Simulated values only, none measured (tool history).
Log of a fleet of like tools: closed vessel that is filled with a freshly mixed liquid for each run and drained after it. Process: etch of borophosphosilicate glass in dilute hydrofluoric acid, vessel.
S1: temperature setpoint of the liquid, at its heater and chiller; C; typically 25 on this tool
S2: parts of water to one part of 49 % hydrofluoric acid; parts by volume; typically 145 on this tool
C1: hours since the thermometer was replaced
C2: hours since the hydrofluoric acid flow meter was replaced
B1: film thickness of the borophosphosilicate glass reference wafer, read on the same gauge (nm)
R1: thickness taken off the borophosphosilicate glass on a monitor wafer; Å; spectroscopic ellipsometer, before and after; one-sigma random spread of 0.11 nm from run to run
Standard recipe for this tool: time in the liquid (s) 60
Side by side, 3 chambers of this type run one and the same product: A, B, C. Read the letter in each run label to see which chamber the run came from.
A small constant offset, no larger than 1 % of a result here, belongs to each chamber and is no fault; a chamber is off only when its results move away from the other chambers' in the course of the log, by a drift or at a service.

{"run": "1A", "hour": 3.7, "S1": 25, "S2": 145, "time in the liquid (s)": 60, "C1": 676.8, "C2": 69.6, "B1": 119.99, "R1": 147.44}
{"run": "2B", "hour": 9.1, "S1": 25, "S2": 145, "time in the liquid (s)": 60, "C1": 871.4, "C2": 95.3, "B1": 119.99, "R1": 151.4}
{"run": "3C", "hour": 14.9, "S1": 25, "S2": 145, "time in the liquid (s)": 60, "C1": 315.9, "C2": 2017.7, "B1": 120, "R1": 149.93}
{"run": "4A", "hour": 17.9, "S1": 25, "S2": 145, "time in the liquid (s)": 60, "C1": 691, "C2": 83.8, "B1": 120.03, "R1": 149.2}
{"run": "5C", "hour": 23.5, "S1": 25, "S2": 145, "time in the liquid (s)": 45, "C1": 324.5, "C2": 2026.3, "B1": 120, "R1": 111.58}
{"run": "6B", "hour": 29.1, "S1": 25, "S2": 145, "time in the liquid (s)": 45, "C1": 891.4, "C2": 115.3, "B1": 120, "R1": 113.62}
{"run": "7C", "hour": 32.8, "S1": 25, "S2": 145, "time in the liquid (s)": 45, "C1": 333.8, "C2": 2035.6, "B1": 119.99, "R1": 111.55}
{"run": "8B", "hour": 36.3, "S1": 25, "S2": 145, "time in the liquid (s)": 60, "C1": 898.6, "C2": 122.5, "B1": 120, "R1": 153.17}
{"run": "9A", "hour": 41.9, "S1": 25, "S2": 145, "time in the liquid (s)": 60, "C1": 715, "C2": 107.8, "B1": 119.99, "R1": 151.7}
{"run": "10A", "hour": 45.0, "S1": 25, "S2": 145, "time in the liquid (s)": 60, "C1": 718.1, "C2": 110.9, "B1": 120, "R1": 150.67}
{"run": "11C", "hour": 50.6, "S1": 25, "S2": 145, "time in the liquid (s)": 60, "C1": 351.6, "C2": 2053.4, "B1": 119.98, "R1": 151.96}
{"run": "12B", "hour": 56.3, "S1": 25, "S2": 145, "time in the liquid (s)": 60, "C1": 918.6, "C2": 142.5, "B1": 119.99, "R1": 152.41}
{"run": "13B", "hour": 62.5, "S1": 25, "S2": 145, "time in the liquid (s)": 60, "C1": 924.8, "C2": 148.7, "B1": 119.99, "R1": 151.38}
{"run": "14A", "hour": 68.1, "S1": 25, "S2": 145, "time in the liquid (s)": 60, "C1": 741.2, "C2": 134, "B1": 120.01, "R1": 150.4}
{"run": "15C", "hour": 71.3, "S1": 25, "S2": 145, "time in the liquid (s)": 60, "C1": 372.3, "C2": 2074.1, "B1": 120.02, "R1": 150.13}
{"run": "16C", "hour": 74.2, "S1": 25, "S2": 145, "time in the liquid (s)": 60, "C1": 375.2, "C2": 2077, "B1": 120, "R1": 148.91}
{"run": "17A", "hour": 80.0, "S1": 25, "S2": 145, "time in the liquid (s)": 60, "C1": 753.1, "C2": 145.9, "B1": 120.01, "R1": 150.97}
{"run": "18B", "hour": 83.9, "S1": 25, "S2": 145, "time in the liquid (s)": 60, "C1": 946.2, "C2": 170.1, "B1": 119.99, "R1": 150.66}
{"run": "19B", "hour": 87.6, "S1": 25, "S2": 125, "time in the liquid (s)": 95, "C1": 949.9, "C2": 173.8, "B1": 120.01, "R1": 281.16}
{"run": "20A", "hour": 90.8, "S1": 25, "S2": 125, "time in the liquid (s)": 95, "C1": 763.9, "C2": 156.7, "B1": 119.98, "R1": 290.29}
{"run": "21C", "hour": 94.3, "S1": 25, "S2": 125, "time in the liquid (s)": 95, "C1": 395.3, "C2": 2097.1, "B1": 120.02, "R1": 280.97}
{"run": "22B", "hour": 99.7, "S1": 23, "S2": 90, "time in the liquid (s)": 60, "C1": 962, "C2": 185.9, "B1": 120.01, "R1": 238.36}
{"run": "23A", "hour": 104.6, "S1": 23, "S2": 90, "time in the liquid (s)": 60, "C1": 777.7, "C2": 170.5, "B1": 120, "R1": 244.39}
{"run": "24C", "hour": 109.2, "S1": 23, "S2": 90, "time in the liquid (s)": 60, "C1": 410.2, "C2": 2112, "B1": 120.01, "R1": 238.62}
{"run": "25A", "hour": 114.1, "S1": 25, "S2": 145, "time in the liquid (s)": 60, "C1": 787.2, "C2": 180, "B1": 119.98, "R1": 151.95}
{"run": "26B", "hour": 119.8, "S1": 25, "S2": 145, "time in the liquid (s)": 60, "C1": 982.1, "C2": 206, "B1": 119.99, "R1": 152.37}
{"run": "27C", "hour": 123.0, "S1": 25, "S2": 145, "time in the liquid (s)": 60, "C1": 424, "C2": 2125.8, "B1": 119.98, "R1": 149.77}
{"run": "28B", "hour": 127.0, "S1": 25, "S2": 145, "time in the liquid (s)": 60, "C1": 989.3, "C2": 213.2, "B1": 120, "R1": 151.89}
{"run": "29C", "hour": 131.0, "S1": 25, "S2": 145, "time in the liquid (s)": 60, "C1": 432, "C2": 2133.8, "B1": 119.99, "R1": 148.41}
{"run": "30A", "hour": 137.2, "S1": 25, "S2": 110, "time in the liquid (s)": 60, "C1": 810.3, "C2": 203.1, "B1": 120.01, "R1": 214.8}
{"run": "31C", "hour": 142.5, "S1": 25, "S2": 110, "time in the liquid (s)": 60, "C1": 443.5, "C2": 2145.3, "B1": 120, "R1": 205.93}
{"run": "32B", "hour": 148.3, "S1": 25, "S2": 110, "time in the liquid (s)": 60, "C1": 1010.6, "C2": 234.5, "B1": 120.01, "R1": 205.72}
{"run": "33A", "hour": 151.5, "S1": 25, "S2": 145, "time in the liquid (s)": 60, "C1": 824.6, "C2": 217.4, "B1": 119.99, "R1": 157.53}
{"run": "34A", "hour": 154.6, "S1": 25, "S2": 145, "time in the liquid (s)": 60, "C1": 827.7, "C2": 220.5, "B1": 120, "R1": 155.08}
{"run": "35B", "hour": 160.3, "S1": 25, "S2": 195, "time in the liquid (s)": 50, "C1": 1022.6, "C2": 246.5, "B1": 120.01, "R1": 88.321}
{"run": "36C", "hour": 166.3, "S1": 25, "S2": 195, "time in the liquid (s)": 50, "C1": 467.3, "C2": 2169.1, "B1": 119.99, "R1": 88.227}
{"run": "37B", "hour": 171.8, "S1": 25, "S2": 195, "time in the liquid (s)": 50, "C1": 1034.1, "C2": 258, "B1": 120.02, "R1": 87.42}
{"run": "38A", "hour": 175.7, "S1": 25, "S2": 145, "time in the liquid (s)": 60, "C1": 848.8, "C2": 241.6, "B1": 120, "R1": 158.61}
{"run": "39C", "hour": 180.3, "S1": 25, "S2": 145, "time in the liquid (s)": 60, "C1": 481.3, "C2": 2183.1, "B1": 120.03, "R1": 148.74}

All chambers now run identical settings, listed one chamber a line with results as question marks. What results will each chamber show?
{"run": "40A", "hour": 184.9, "S1": 25, "S2": 145, "time in the liquid (s)": 30, "R1": "?"}
{"run": "40B", "hour": 184.9, "S1": 25, "S2": 145, "time in the liquid (s)": 30, "R1": "?"}
{"run": "40C", "hour": 184.9, "S1": 25, "S2": 145, "time in the liquid (s)": 30, "R1": "?"}

run=40A R1=78.48
run=40B R1=75.123
run=40C R1=75.086
